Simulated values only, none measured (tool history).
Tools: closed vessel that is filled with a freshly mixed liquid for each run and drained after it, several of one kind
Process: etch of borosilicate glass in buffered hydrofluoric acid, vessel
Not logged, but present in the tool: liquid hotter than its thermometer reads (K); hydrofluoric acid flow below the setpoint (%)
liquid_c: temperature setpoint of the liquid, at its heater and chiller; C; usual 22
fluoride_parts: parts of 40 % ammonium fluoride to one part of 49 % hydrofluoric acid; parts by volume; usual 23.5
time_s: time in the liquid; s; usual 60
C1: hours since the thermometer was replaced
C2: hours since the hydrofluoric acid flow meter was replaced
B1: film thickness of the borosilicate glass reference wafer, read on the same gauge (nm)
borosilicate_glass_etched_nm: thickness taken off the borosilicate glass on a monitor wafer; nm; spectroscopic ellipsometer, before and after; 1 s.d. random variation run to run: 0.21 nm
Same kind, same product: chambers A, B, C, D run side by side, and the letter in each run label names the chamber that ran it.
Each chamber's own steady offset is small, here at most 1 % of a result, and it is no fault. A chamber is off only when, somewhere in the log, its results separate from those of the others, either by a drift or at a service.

Run 1A, hour 7.9: usual settings; C1 42.4; C2 1379.7; B1 130. Result: borosilicate_glass_etched_nm 30.319 nm.
Run 2C, hour 21.1: usual settings; C1 757.5; C2 1039.6; B1 130.04. Result: borosilicate_glass_etched_nm 29.816 nm.
Run 3D, hour 30.9: usual settings; C1 560.5; C2 51.5; B1 129.99. Result: borosilicate_glass_etched_nm 29.728 nm.
Run 4B, hour 44: usual settings; C1 132.5; C2 855.4; B1 129.99. Result: borosilicate_glass_etched_nm 30.074 nm.
Run 5C, hour 57.2: usual settings; C1 793.6; C2 1075.7; B1 130.02. Result: borosilicate_glass_etched_nm 30.246 nm.
Run 6D, hour 69.6: usual settings; C1 599.2; C2 90.2; B1 130. Result: borosilicate_glass_etched_nm 29.712 nm.
Run 7A, hour 80.4: usual settings; C1 114.9; C2 1452.2; B1 129.99. Result: borosilicate_glass_etched_nm 29.971 nm.
Run 8B, hour 89.3: usual settings; C1 177.8; C2 900.7; B1 130.01. Result: borosilicate_glass_etched_nm 30.017 nm.
Run 9B, hour 102.8: usual settings; C1 191.3; C2 914.2; B1 129.97. Result: borosilicate_glass_etched_nm 29.802 nm.
Run 10C, hour 112.2: usual settings; C1 848.6; C2 1130.7; B1 130.01. Result: borosilicate_glass_etched_nm 29.889 nm.
Run 11D, hour 121.3: usual settings; C1 650.9; C2 141.9; B1 130.01. Result: borosilicate_glass_etched_nm 30.531 nm.
Run 12A, hour 131.8: usual settings; C1 166.3; C2 1503.6; B1 129.97. Result: borosilicate_glass_etched_nm 30.533 nm.
Run 13A, hour 139.8: usual settings; C1 174.3; C2 1511.6; B1 129.98. Result: borosilicate_glass_etched_nm 30.214 nm.
Run 14B, hour 147.3: usual settings; C1 235.8; C2 958.7; B1 130.01. Result: borosilicate_glass_etched_nm 30.501 nm.
Run 15D, hour 155.6: usual settings but liquid_c 24.5 C; C1 685.2; C2 176.2; B1 130.01. Result: borosilicate_glass_etched_nm 34.904 nm.
Run 16C, hour 168.6: usual settings but liquid_c 24.5 C; C1 905; C2 1187.1; B1 130. Result: borosilicate_glass_etched_nm 34.262 nm.
Run 17C, hour 177.9: usual settings but liquid_c 24.5 C; C1 914.3; C2 1196.4; B1 129.98. Result: borosilicate_glass_etched_nm 34.181 nm.
At hour 182.6: chamber B: hydrofluoric acid flow meter replaced.
Run 18B, hour 184.4: usual settings but liquid_c 24.5 C; C1 272.9; C2 1.8; B1 130.01. Result: borosilicate_glass_etched_nm 34.294 nm.
Run 19A, hour 196.6: usual settings; C1 231.1; C2 1568.4; B1 130. Result: borosilicate_glass_etched_nm 30.059 nm.
Run 20D, hour 209.9: usual settings; C1 739.5; C2 230.5; B1 130. Result: borosilicate_glass_etched_nm 30.785 nm.
Run 21B, hour 222.7: usual settings but fluoride_parts 30 parts by volume; C1 311.2; C2 40.1; B1 129.98. Result: borosilicate_glass_etched_nm 25.576 nm.
Run 22A, hour 234.8: usual settings but fluoride_parts 30 parts by volume; C1 269.3; C2 1606.6; B1 130.01. Result: borosilicate_glass_etched_nm 25.546 nm.
Run 23C, hour 242: usual settings but fluoride_parts 30 parts by volume; C1 978.4; C2 1260.5; B1 129.99. Result: borosilicate_glass_etched_nm 25.531 nm.
Run 24D, hour 249.8: usual settings but fluoride_parts 30 parts by volume; C1 779.4; C2 270.4; B1 129.97. Result: borosilicate_glass_etched_nm 26.264 nm.
Run 25A, hour 259.8: usual settings; C1 294.3; C2 1631.6; B1 129.99. Result: borosilicate_glass_etched_nm 30.263 nm.
Run 26D, hour 273.5: usual settings; C1 803.1; C2 294.1; B1 130. Result: borosilicate_glass_etched_nm 31.308 nm.
Run 27C, hour 281.4: usual settings; C1 1017.8; C2 1299.9; B1 130. Result: borosilicate_glass_etched_nm 29.86 nm.
Run 28B, hour 293.6: usual settings; C1 382.1; C2 111; B1 129.97. Result: borosilicate_glass_etched_nm 30.128 nm.
Run 29A, hour 306.6: usual settings but liquid_c 18.5 C, time_s 70 s; C1 341.1; C2 1678.4; B1 130.03. Result: borosilicate_glass_etched_nm 29.413 nm.

One chamber off, gauge drift, or nothing amiss beyond the chambers' own small offsets? If it is a chamber, which one, and what is the likeliest cause?

Chamber D drifts away from the others.
Likeliest cause: liquid hotter than its thermometer reads (K) = 0.982.
It could be hard to tell apart here from: hydrofluoric acid flow above the setpoint (%).

Below are 4 candidate recipes for chamber D's next run, each the usual settings with a change, their results shown as question marks. Which of them brings D's results back in line with what the other chambers give on the usual settings?
In line means no further than this from the other chambers' mean on the usual settings: borosilicate_glass_etched_nm 0.72 nm
Run 30D-1, hour 316.5: usual settings but liquid_c 21 C, fluoride_parts 25 parts by volume. Result: borosilicate_glass_etched_nm ?.
Run 30D-2, hour 316.5: usual settings but liquid_c 21 C. Result: borosilicate_glass_etched_nm ?.
Run 30D-3, hour 316.5: usual settings but fluoride_parts 22 parts by volume. Result: borosilicate_glass_etched_nm ?.
Run 30D-4, hour 316.5: usual settings but fluoride_parts 23 parts by volume, time_s 65 s. Result: borosilicate_glass_etched_nm ?.

On the usual settings, the other chambers give on average: borosilicate_glass_etched_nm 30.22 nm
  run  borosilicate_glass_etched_nm
30D-1                        28.901
30D-2                        30.163
30D-3                        33.349
30D-4                        35.039
30D-2 is the one that brings the chamber's results back in line with the other chambers.

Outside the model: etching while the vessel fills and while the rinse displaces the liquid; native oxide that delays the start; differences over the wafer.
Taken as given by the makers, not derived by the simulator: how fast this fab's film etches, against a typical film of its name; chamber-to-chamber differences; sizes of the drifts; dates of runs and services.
